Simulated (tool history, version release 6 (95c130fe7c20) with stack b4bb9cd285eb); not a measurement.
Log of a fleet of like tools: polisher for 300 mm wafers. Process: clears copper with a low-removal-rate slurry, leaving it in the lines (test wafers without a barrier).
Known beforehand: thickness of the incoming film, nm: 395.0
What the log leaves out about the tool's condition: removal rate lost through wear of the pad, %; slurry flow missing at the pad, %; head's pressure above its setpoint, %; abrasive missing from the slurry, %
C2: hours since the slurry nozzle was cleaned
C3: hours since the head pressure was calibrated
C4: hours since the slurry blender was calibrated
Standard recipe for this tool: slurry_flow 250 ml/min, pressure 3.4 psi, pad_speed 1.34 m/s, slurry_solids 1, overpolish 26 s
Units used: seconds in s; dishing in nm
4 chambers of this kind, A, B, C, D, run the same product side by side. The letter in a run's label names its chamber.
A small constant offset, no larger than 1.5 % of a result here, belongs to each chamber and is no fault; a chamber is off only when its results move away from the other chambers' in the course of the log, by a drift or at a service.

{"run": "1A", "day": 0.246, "slurry_flow": 250, "pressure": 3.4, "pad_speed": 1.34, "slurry_solids": 1, "overpolish": 26, "wafers polished on this pad": 303, "C2": 51.8, "C3": 600.1, "C4": 236.5, "seconds": 77.968, "dishing": 68.892}
{"run": "2B", "day": 0.388, "slurry_flow": 250, "pressure": 3.4, "pad_speed": 1.34, "slurry_solids": 1, "overpolish": 26, "wafers polished on this pad": 469, "C2": 64.4, "C3": 58.4, "C4": 10, "seconds": 74.495, "dishing": 69.931}
{"run": "3C", "day": 0.6, "slurry_flow": 250, "pressure": 3.4, "pad_speed": 1.34, "slurry_solids": 1, "overpolish": 26, "wafers polished on this pad": 665, "C2": 397.8, "C3": 55.1, "C4": 102.4, "seconds": 75.631, "dishing": 67.997}
{"run": "4D", "day": 0.758, "slurry_flow": 250, "pressure": 3.4, "pad_speed": 1.34, "slurry_solids": 1, "overpolish": 26, "wafers polished on this pad": 403, "C2": 126.9, "C3": 260.4, "C4": 152.5, "seconds": 77.504, "dishing": 69.292}
{"run": "5A", "day": 0.938, "slurry_flow": 250, "pressure": 3.4, "pad_speed": 1.34, "slurry_solids": 1, "overpolish": 26, "wafers polished on this pad": 410, "C2": 68.4, "C3": 616.7, "C4": 253.1, "seconds": 77.496, "dishing": 66.313}
{"run": "6D", "day": 1.154, "slurry_flow": 250, "pressure": 3.4, "pad_speed": 1.34, "slurry_solids": 1, "overpolish": 26, "wafers polished on this pad": 464, "C2": 136.4, "C3": 269.9, "C4": 162, "seconds": 77.539, "dishing": 65.573}
{"run": "7C", "day": 1.375, "slurry_flow": 250, "pressure": 3.4, "pad_speed": 1.34, "slurry_solids": 1, "overpolish": 26, "wafers polished on this pad": 785, "C2": 416.4, "C3": 73.7, "C4": 121, "seconds": 77.104, "dishing": 67.91}
{"run": "8B", "day": 1.508, "slurry_flow": 250, "pressure": 3.4, "pad_speed": 1.34, "slurry_solids": 1, "overpolish": 26, "wafers polished on this pad": 643, "C2": 91.3, "C3": 85.3, "C4": 36.9, "seconds": 78.144, "dishing": 70.024}
{"run": "9A", "day": 1.688, "slurry_flow": 250, "pressure": 3.4, "pad_speed": 1.34, "slurry_solids": 1, "overpolish": 26, "wafers polished on this pad": 526, "C2": 86.4, "C3": 634.7, "C4": 271.1, "seconds": 77.761, "dishing": 67.536}
{"run": "10D", "day": 1.8, "slurry_flow": 250, "pressure": 3.4, "pad_speed": 1.34, "slurry_solids": 1, "overpolish": 26, "wafers polished on this pad": 565, "C2": 151.9, "C3": 285.4, "C4": 177.5, "seconds": 78.435, "dishing": 68.376}
{"run": "11C", "day": 1.962, "slurry_flow": 250, "pressure": 3.4, "pad_speed": 1.34, "slurry_solids": 1, "overpolish": 26, "wafers polished on this pad": 876, "C2": 430.5, "C3": 87.8, "C4": 135.1, "seconds": 77.059, "dishing": 68.006}
{"day": 2.05, "done": "chamber B: worn pad replaced by a new one"}
{"day": 2.112, "done": "chamber D: worn pad replaced by a new one"}
{"run": "12B", "day": 2.112, "slurry_flow": 250, "pressure": 3.4, "pad_speed": 1.34, "slurry_solids": 1, "overpolish": 26, "wafers polished on this pad": 10, "C2": 105.8, "C3": 99.8, "C4": 51.4, "seconds": 78.334, "dishing": 71.957}
{"run": "13C", "day": 2.312, "slurry_flow": 250, "pressure": 3.4, "pad_speed": 1.34, "slurry_solids": 1, "overpolish": 26, "wafers polished on this pad": 930, "C2": 438.9, "C3": 96.2, "C4": 143.5, "seconds": 76.412, "dishing": 69.098}
{"run": "14B", "day": 2.454, "slurry_flow": 250, "pressure": 3.4, "pad_speed": 1.34, "slurry_solids": 1, "overpolish": 26, "wafers polished on this pad": 62, "C2": 114, "C3": 108, "C4": 59.6, "seconds": 76.211, "dishing": 71.436}
{"run": "15A", "day": 2.65, "slurry_flow": 250, "pressure": 3.4, "pad_speed": 1.34, "slurry_solids": 1, "overpolish": 26, "wafers polished on this pad": 675, "C2": 109.5, "C3": 657.8, "C4": 294.2, "seconds": 77.184, "dishing": 68.41}
{"run": "16D", "day": 2.858, "slurry_flow": 250, "pressure": 3.4, "pad_speed": 1.34, "slurry_solids": 1, "overpolish": 26, "wafers polished on this pad": 116, "C2": 177.3, "C3": 310.8, "C4": 202.9, "seconds": 77.527, "dishing": 70.54}
{"run": "17B", "day": 2.988, "slurry_flow": 250, "pressure": 3.4, "pad_speed": 1.34, "slurry_solids": 1, "overpolish": 26, "wafers polished on this pad": 145, "C2": 126.8, "C3": 120.8, "C4": 72.4, "seconds": 77.156, "dishing": 68.835}
{"run": "18D", "day": 3.104, "slurry_flow": 250, "pressure": 3.4, "pad_speed": 1.34, "slurry_solids": 1, "overpolish": 26, "wafers polished on this pad": 154, "C2": 183.2, "C3": 316.7, "C4": 208.8, "seconds": 78.723, "dishing": 70.369}
{"run": "19C", "day": 3.288, "slurry_flow": 250, "pressure": 3.4, "pad_speed": 1.34, "slurry_solids": 1, "overpolish": 26, "wafers polished on this pad": 1081, "C2": 462.3, "C3": 119.6, "C4": 166.9, "seconds": 76.383, "dishing": 68.103}
{"run": "20A", "day": 3.438, "slurry_flow": 250, "pressure": 3.4, "pad_speed": 1.34, "slurry_solids": 1, "overpolish": 26, "wafers polished on this pad": 797, "C2": 128.4, "C3": 676.7, "C4": 313.1, "seconds": 78.646, "dishing": 68.101}
{"day": 3.6, "done": "chamber A: slurry blender recalibrated"}
{"run": "21B", "day": 3.65, "slurry_flow": 250, "pressure": 3.4, "pad_speed": 1.34, "slurry_solids": 1, "overpolish": 26, "wafers polished on this pad": 248, "C2": 142.7, "C3": 136.7, "C4": 88.3, "seconds": 78.109, "dishing": 68.865}
{"run": "22C", "day": 3.854, "slurry_flow": 250, "pressure": 3.4, "pad_speed": 1.34, "slurry_solids": 1, "overpolish": 26, "wafers polished on this pad": 1169, "C2": 475.9, "C3": 133.2, "C4": 180.5, "seconds": 78.193, "dishing": 68.705}
{"run": "23D", "day": 3.979, "slurry_flow": 250, "pressure": 3.4, "pad_speed": 1.34, "slurry_solids": 1, "overpolish": 26, "wafers polished on this pad": 289, "C2": 204.2, "C3": 337.7, "C4": 229.8, "seconds": 79.574, "dishing": 68.015}
{"run": "24A", "day": 4.154, "slurry_flow": 250, "pressure": 3.4, "pad_speed": 1.34, "slurry_solids": 1, "overpolish": 26, "wafers polished on this pad": 908, "C2": 145.6, "C3": 693.9, "C4": 13.3, "seconds": 77.385, "dishing": 68.808}
{"day": 4.204, "done": "chamber C: worn pad replaced by a new one"}
{"run": "25A", "day": 4.304, "slurry_flow": 250, "pressure": 3.4, "pad_speed": 1.34, "slurry_solids": 1, "overpolish": 26, "wafers polished on this pad": 931, "C2": 149.2, "C3": 697.5, "C4": 16.9, "seconds": 76.98, "dishing": 68.551}
{"run": "26D", "day": 4.504, "slurry_flow": 250, "pressure": 3.4, "pad_speed": 1.34, "slurry_solids": 1, "overpolish": 26, "wafers polished on this pad": 371, "C2": 216.8, "C3": 350.3, "C4": 242.4, "seconds": 78.219, "dishing": 70.389}
{"run": "27B", "day": 4.696, "slurry_flow": 250, "pressure": 3.4, "pad_speed": 1.34, "slurry_solids": 1, "overpolish": 26, "wafers polished on this pad": 410, "C2": 167.8, "C3": 161.8, "C4": 113.4, "seconds": 78.57, "dishing": 71.066}
{"run": "28C", "day": 4.858, "slurry_flow": 250, "pressure": 3.4, "pad_speed": 1.34, "slurry_solids": 1, "overpolish": 26, "wafers polished on this pad": 101, "C2": 500, "C3": 157.3, "C4": 204.6, "seconds": 79.48, "dishing": 70.53}
{"run": "29D", "day": 4.988, "slurry_flow": 250, "pressure": 3.4, "pad_speed": 1.34, "slurry_solids": 1, "overpolish": 26, "wafers polished on this pad": 445, "C2": 228.4, "C3": 361.9, "C4": 254, "seconds": 77.049, "dishing": 67.976}
{"day": 5.004, "done": "chamber D: slurry blender recalibrated"}
{"run": "30C", "day": 5.104, "slurry_flow": 250, "pressure": 3.4, "pad_speed": 1.34, "slurry_solids": 1, "overpolish": 26, "wafers polished on this pad": 139, "C2": 505.9, "C3": 163.2, "C4": 210.5, "seconds": 78.009, "dishing": 66.63}
{"run": "31A", "day": 5.258, "slurry_flow": 250, "pressure": 3.4, "pad_speed": 1.34, "slurry_solids": 1, "overpolish": 26, "wafers polished on this pad": 1079, "C2": 172.1, "C3": 720.4, "C4": 39.8, "seconds": 77.153, "dishing": 68.85}
{"run": "32B", "day": 5.462, "slurry_flow": 250, "pressure": 3.4, "pad_speed": 1.34, "slurry_solids": 1, "overpolish": 26, "wafers polished on this pad": 528, "C2": 186.2, "C3": 180.2, "C4": 131.8, "seconds": 79.278, "dishing": 68.793}
{"run": "33B", "day": 5.7, "slurry_flow": 250, "pressure": 3.4, "pad_speed": 1.34, "slurry_solids": 1, "overpolish": 26, "wafers polished on this pad": 565, "C2": 191.9, "C3": 185.9, "C4": 137.5, "seconds": 78.082, "dishing": 68.675}
{"run": "34C", "day": 5.879, "slurry_flow": 250, "pressure": 4.3, "pad_speed": 1.34, "slurry_solids": 1, "overpolish": 26, "wafers polished on this pad": 259, "C2": 524.5, "C3": 181.8, "C4": 229.1, "seconds": 60.533, "dishing": 78.697}
{"run": "35A", "day": 6.012, "slurry_flow": 250, "pressure": 4.3, "pad_speed": 1.34, "slurry_solids": 1, "overpolish": 26, "wafers polished on this pad": 1196, "C2": 190.2, "C3": 738.5, "C4": 57.9, "seconds": 60.959, "dishing": 80.436}
{"day": 6.058, "done": "chamber D: worn pad replaced by a new one"}
{"run": "36D", "day": 6.142, "slurry_flow": 250, "pressure": 4.3, "pad_speed": 1.34, "slurry_solids": 1, "overpolish": 26, "wafers polished on this pad": 13, "C2": 256.1, "C3": 389.6, "C4": 27.3, "seconds": 62.309, "dishing": 79.688}
{"run": "37C", "day": 6.308, "slurry_flow": 250, "pressure": 4.3, "pad_speed": 1.34, "slurry_solids": 1, "overpolish": 26, "wafers polished on this pad": 325, "C2": 534.8, "C3": 192.1, "C4": 239.4, "seconds": 59.267, "dishing": 80.973}
{"run": "38A", "day": 6.562, "slurry_flow": 250, "pressure": 3.4, "pad_speed": 1.34, "slurry_solids": 1, "overpolish": 26, "wafers polished on this pad": 1281, "C2": 203.4, "C3": 751.7, "C4": 71.1, "seconds": 78.294, "dishing": 68.222}
{"day": 6.654, "done": "chamber A: worn pad replaced by a new one"}
{"run": "39B", "day": 6.675, "slurry_flow": 250, "pressure": 3.4, "pad_speed": 1.34, "slurry_solids": 1, "overpolish": 26, "wafers polished on this pad": 716, "C2": 215.3, "C3": 209.3, "C4": 160.9, "seconds": 78.541, "dishing": 69.084}
{"day": 6.692, "done": "chamber B: worn pad replaced by a new one"}
{"run": "40D", "day": 6.862, "slurry_flow": 250, "pressure": 3.4, "pad_speed": 1.34, "slurry_solids": 1, "overpolish": 26, "wafers polished on this pad": 125, "C2": 273.4, "C3": 406.9, "C4": 44.6, "seconds": 74.605, "dishing": 68.532}
{"run": "41A", "day": 6.996, "slurry_flow": 250, "pressure": 3.4, "pad_speed": 1.34, "slurry_solids": 1, "overpolish": 26, "wafers polished on this pad": 53, "C2": 213.8, "C3": 762.1, "C4": 81.5, "seconds": 77.169, "dishing": 67.419}
{"day": 7.012, "done": "chamber B: slurry nozzle cleaned"}
{"run": "42C", "day": 7.242, "slurry_flow": 250, "pressure": 3.4, "pad_speed": 1.34, "slurry_solids": 1, "overpolish": 26, "wafers polished on this pad": 470, "C2": 557.2, "C3": 214.5, "C4": 261.8, "seconds": 74.834, "dishing": 71.384}
{"run": "43B", "day": 7.462, "slurry_flow": 250, "pressure": 3.4, "pad_speed": 1.34, "slurry_solids": 1, "overpolish": 26, "wafers polished on this pad": 119, "C2": 10.9, "C3": 228.2, "C4": 179.8, "seconds": 75.532, "dishing": 71.14}

Read the log: is a single chamber off, either drifting away or since a service, is the gauge that measures every chamber drifting, or is nothing wrong beyond small per-chamber offsets? Name any odd chamber and what most likely caused it.

The fleet is healthy, with each chamber sitting at its usual small offset and no drift in the gauge.
